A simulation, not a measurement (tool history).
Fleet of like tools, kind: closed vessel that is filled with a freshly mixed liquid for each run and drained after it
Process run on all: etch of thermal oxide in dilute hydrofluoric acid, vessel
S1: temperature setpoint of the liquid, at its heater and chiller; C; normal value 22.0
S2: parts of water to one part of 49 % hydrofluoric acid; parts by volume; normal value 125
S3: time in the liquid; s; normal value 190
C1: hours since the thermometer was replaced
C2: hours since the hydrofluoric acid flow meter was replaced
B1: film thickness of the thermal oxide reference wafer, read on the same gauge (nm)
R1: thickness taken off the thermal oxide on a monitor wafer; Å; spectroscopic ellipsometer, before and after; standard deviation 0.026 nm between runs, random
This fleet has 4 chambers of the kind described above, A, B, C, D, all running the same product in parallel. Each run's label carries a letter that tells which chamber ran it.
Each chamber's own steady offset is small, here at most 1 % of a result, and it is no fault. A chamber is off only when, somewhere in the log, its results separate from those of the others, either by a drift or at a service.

run,hour,S1,S2,S3,C1,C2,B1,R1
1B,11.2,22.0,125,190,591.1,2176.6,29.988,66.495
2C,22.1,22.0,125,190,416.6,1322.0,30.001,66.272
3D,33.4,22.0,125,190,188.0,1457.3,30.035,66.350
4A,43.9,22.0,125,190,460.9,132.0,30.040,66.132
5C,50.0,25.0,175,190,444.5,1349.9,30.045,50.065
6B,55.8,25.0,175,190,635.7,2221.2,30.023,50.329
7D,64.1,25.0,175,190,218.7,1488.0,30.001,49.607
8A,73.1,25.0,175,190,490.1,161.2,30.017,50.260
9A,81.7,22.0,170,130,498.7,169.8,30.031,31.768
10C,91.4,22.0,170,130,485.9,1391.3,29.974,31.394
11B,101.6,22.0,170,130,681.5,2267.0,30.014,31.741
12D,113.8,22.0,170,130,268.4,1537.7,29.987,31.433
13D,120.3,22.0,125,190,274.9,1544.2,30.021,65.617
14B,126.5,22.0,125,190,706.4,2291.9,30.020,66.348
15A,134.5,22.0,125,280,551.5,222.6,30.021,97.460
16C,139.9,22.0,125,280,534.4,1439.8,30.001,98.148
# hour 147.8: chamber B: hydrofluoric acid flow meter replaced
17A,150.7,22.0,125,280,567.7,238.8,29.968,97.559
18B,156.9,22.0,125,280,736.8,9.1,29.997,97.382
19D,163.7,22.0,125,190,318.3,1587.6,30.022,65.829
20C,169.0,22.0,125,190,563.5,1468.9,29.975,65.805
21C,177.6,26.5,125,225,572.1,1477.5,29.967,92.972
22A,186.7,26.5,125,225,603.7,274.8,29.972,93.235
23D,192.3,26.5,125,225,346.9,1616.2,30.012,92.877
24B,197.8,26.5,125,225,777.7,50.0,30.030,93.714
25B,203.2,22.0,125,190,783.1,55.4,30.027,66.147
26C,211.1,22.0,125,190,605.6,1511.0,30.007,66.205
27D,217.4,22.0,125,190,372.0,1641.3,29.988,65.795
28A,225.5,22.0,125,190,642.5,313.6,29.980,66.307

All 4 chambers run these settings next. Forecast each chamber's results:
29A,234.4,22.0,80,190,,,,?
29B,234.4,22.0,80,190,,,,?
29C,234.4,22.0,80,190,,,,?
29D,234.4,22.0,80,190,,,,?

run,R1
29A,109.330
29B,108.220
29C,110.020
29D,108.090
